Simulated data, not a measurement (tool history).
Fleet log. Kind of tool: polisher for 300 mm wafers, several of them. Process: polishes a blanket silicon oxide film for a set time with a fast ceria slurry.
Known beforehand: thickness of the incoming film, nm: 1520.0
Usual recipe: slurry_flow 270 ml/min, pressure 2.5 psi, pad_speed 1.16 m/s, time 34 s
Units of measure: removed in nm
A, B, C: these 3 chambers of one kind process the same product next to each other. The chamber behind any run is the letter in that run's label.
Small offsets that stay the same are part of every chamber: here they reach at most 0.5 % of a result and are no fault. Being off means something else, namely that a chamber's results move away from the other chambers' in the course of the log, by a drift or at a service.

run     day  slurry_flow  pressure  pad_speed  time  wafers polished on this pad  hours since the slurry nozzle was cleaned  hours since the head pressure was calibrated  removed
 1B   0.571          270       2.5       1.16    34                          377                                      236.5                                         276.4   470.99
 2C   1.138          270       2.5       1.16    34                          668                                      155.5                                         763.4   480.94
 3A   1.671          270       2.5       1.16    34                          737                                      295.8                                         564.8   485.62
 4B   1.938          270       2.5       1.16    34                          791                                      269.3                                         309.2   473.46
      2.042  -- chamber B: worn pad replaced by a new one
 5A   2.479          270       2.5       1.16    34                          982                                      315.2                                         584.2   479.53
 6C   3.029          270       3.0       1.16    34                         1241                                      200.9                                         808.8   578.74
 7A   3.558          270       3.0       1.16    34                         1309                                      341.1                                         610.1   569.68
      3.696  -- chamber A: worn pad replaced by a new one
 8C   3.871          270       3.0       1.16    34                         1496                                      221.1                                         829.0   580.96
 9B   4.229          270       2.5       1.16    34                          663                                      324.3                                         364.2   464.94
10A   4.517          315       3.3       1.16    34                          250                                      364.1                                         633.1   645.76
11C   4.917          315       3.3       1.16    34                         1813                                      246.2                                         854.1   656.57
12B   5.196          315       3.3       1.16    34                          956                                      347.5                                         387.4   634.79
      5.262  -- chamber B: worn pad replaced by a new one
13A   5.675          270       1.9       1.40    34                          601                                      391.9                                         660.9   438.74
      5.938  -- chamber B: head pressure recalibrated
14B   6.212          270       1.9       1.40    34                          288                                      371.9                                           6.6   436.67
15C   6.467          270       1.9       1.40    34                         2283                                      283.4                                         891.3   430.43
16A   6.812          270       2.5       1.16    34                          946                                      419.2                                         688.2   477.12
17B   7.217          270       2.5       1.16    34                          592                                      396.0                                          30.7   472.73
18C   7.696          270       2.5       1.16    34                         2656                                      312.9                                         920.8   473.94
      8.071  -- chamber A: worn pad replaced by a new one
19B   8.175          270       2.5       1.16    34                          883                                      419.0                                          53.7   475.58
      8.362  -- chamber B: worn pad replaced by a new one
20C   8.704          270       2.5       1.16    34                         2962                                      337.1                                         945.0   461.17
21A   9.033          270       2.9       1.16    42                          292                                      472.5                                         741.5   695.58
22B   9.325          270       2.9       1.16    42                          292                                      446.6                                          81.3   685.21
23A   9.667          270       2.9       1.16    42                          484                                      487.7                                         756.7   693.37
24C  10.008          270       2.5       1.16    34                         3357                                      368.4                                         976.3   467.11
25C  10.433          270       2.5       1.16    34                         3486                                      378.6                                         986.5   459.65
26B  10.762          270       2.5       1.16    34                          728                                      481.1                                         115.8   468.47
     11.242  -- chamber B: worn pad replaced by a new one
27A  11.279          270       2.5       1.16    34                          973                                      526.4                                         795.4   482.47
28C  11.804          270       2.5       1.16    34                         3901                                      411.5                                        1019.4   458.69
     11.946  -- chamber C: slurry nozzle cleaned
29A  12.275          195       2.5       1.16    34                         1275                                      550.3                                         819.3   461.41
30B  12.642          195       2.5       1.16    34                          424                                      526.2                                         160.9   454.26
     12.804  -- chamber A: worn pad replaced by a new one
31C  13.208          195       2.5       1.16    34                         4327                                       30.3                                        1053.1   440.02
32A  13.683          270       2.5       1.16    34                          267                                      584.1                                         853.1   487.86

All 3 chambers run these settings next. Forecast each chamber's results:
33A  14.100          270       2.5       1.28    34                                                                                                                              ?
33B  14.100          270       2.5       1.28    34                                                                                                                              ?
33C  14.100          270       2.5       1.28    34                                                                                                                              ?

run  removed
33A   526.93
33B   522.03
33C   492.20

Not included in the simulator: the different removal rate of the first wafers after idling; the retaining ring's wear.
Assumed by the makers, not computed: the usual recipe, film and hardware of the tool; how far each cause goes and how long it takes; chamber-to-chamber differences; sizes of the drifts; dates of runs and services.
